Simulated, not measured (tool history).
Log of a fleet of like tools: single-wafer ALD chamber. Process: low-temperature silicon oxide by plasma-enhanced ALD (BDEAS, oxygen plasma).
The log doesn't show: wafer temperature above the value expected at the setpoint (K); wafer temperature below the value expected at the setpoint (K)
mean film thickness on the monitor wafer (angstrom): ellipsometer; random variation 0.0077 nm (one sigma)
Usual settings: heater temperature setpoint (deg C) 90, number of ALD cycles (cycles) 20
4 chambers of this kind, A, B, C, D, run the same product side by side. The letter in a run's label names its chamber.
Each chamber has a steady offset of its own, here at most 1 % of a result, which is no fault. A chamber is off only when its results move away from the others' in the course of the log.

| run | hour | heater temperature setpoint (deg C) | number of ALD cycles (cycles) | hours since the last thermocouple change | read-back reference wafer on the same gauge, thickness_nm | mean film thickness on the monitor wafer (angstrom) |
|---|---|---|---|---|---|---|
| 1D | 5.4 | 90 | 20 | 1965.7 | 3.3203 | 29.747 |
| 2C | 11.8 | 90 | 20 | 1030.6 | 3.3173 | 29.754 |
| 3B | 17.9 | 90 | 20 | 2613.6 | 3.3219 | 29.217 |
| 4A | 21.8 | 90 | 20 | 648.9 | 3.3197 | 29.614 |
| 5A | 26.9 | 90 | 20 | 654 | 3.3181 | 29.483 |
| 6C | 32.7 | 90 | 18 | 1051.5 | 3.3211 | 26.596 |
| 7B | 36.6 | 90 | 18 | 2632.3 | 3.3197 | 26.428 |
| 8D | 40.6 | 90 | 18 | 2000.9 | 3.3204 | 26.745 |
| 9B | 46.1 | 90 | 18 | 2641.8 | 3.3205 | 26.402 |
| 10D | 52.8 | 90 | 20 | 2013.1 | 3.3206 | 29.681 |
| 11A | 59.4 | 90 | 20 | 686.5 | 3.3182 | 29.54 |
| 12C | 65.3 | 90 | 20 | 1084.1 | 3.3179 | 29.608 |
| 13A | 68.8 | 90 | 20 | 695.9 | 3.319 | 29.589 |
| 14B | 72.9 | 77 | 20 | 2668.6 | 3.3213 | 30.644 |
| 15D | 76.8 | 77 | 20 | 2037.1 | 3.3203 | 31.283 |
| 16C | 80.2 | 77 | 20 | 1099 | 3.3203 | 30.929 |
| 17C | 84.5 | 77 | 20 | 1103.3 | 3.3209 | 30.891 |
| 18A | 89.4 | 90 | 20 | 716.5 | 3.3204 | 29.58 |
| 19D | 92.5 | 90 | 20 | 2052.8 | 3.3208 | 29.89 |
| 20B | 96.9 | 90 | 20 | 2692.6 | 3.3212 | 29.323 |
| 21A | 100.1 | 80 | 23 | 727.2 | 3.3218 | 35.363 |
| 22C | 106.5 | 80 | 23 | 1125.3 | 3.3192 | 35.166 |
| 23D | 112.3 | 80 | 23 | 2072.6 | 3.319 | 35.429 |
| 24B | 117.7 | 80 | 23 | 2713.4 | 3.3178 | 34.725 |
|  | 118.4 | chamber B: thermocouple changed; heater temperature recalibrated |
| 25D | 122.6 | 104 | 24 | 2082.9 | 3.3197 | 34.166 |
| 26A | 128.5 | 104 | 24 | 755.6 | 3.3196 | 33.989 |
| 27C | 131.5 | 104 | 24 | 1150.3 | 3.3214 | 34.227 |
| 28B | 135.9 | 104 | 24 | 17.5 | 3.3194 | 33.749 |
| 29C | 141.6 | 90 | 20 | 1160.4 | 3.3205 | 29.636 |
| 30B | 144.9 | 90 | 20 | 26.5 | 3.3194 | 29.209 |
| 31D | 151 | 77 | 20 | 2111.3 | 3.3205 | 31.178 |
|  | 156 | chamber C: thermocouple changed; heater temperature recalibrated |
| 32A | 156.1 | 77 | 20 | 783.2 | 3.3192 | 30.953 |
| 33A | 161.3 | 77 | 20 | 788.4 | 3.32 | 30.939 |
| 34B | 167.9 | 77 | 20 | 49.5 | 3.3208 | 30.745 |
| 35C | 174.1 | 90 | 20 | 18.1 | 3.3188 | 29.486 |
| 36D | 177.8 | 90 | 20 | 2138.1 | 3.321 | 29.703 |

What goes on in this fleet: one chamber off, a drifting gauge, or nothing beyond the chambers' own small offsets? Name the chamber and the cause, if any.

No chamber stands off beyond its own small offset, and the gauge holds steady.
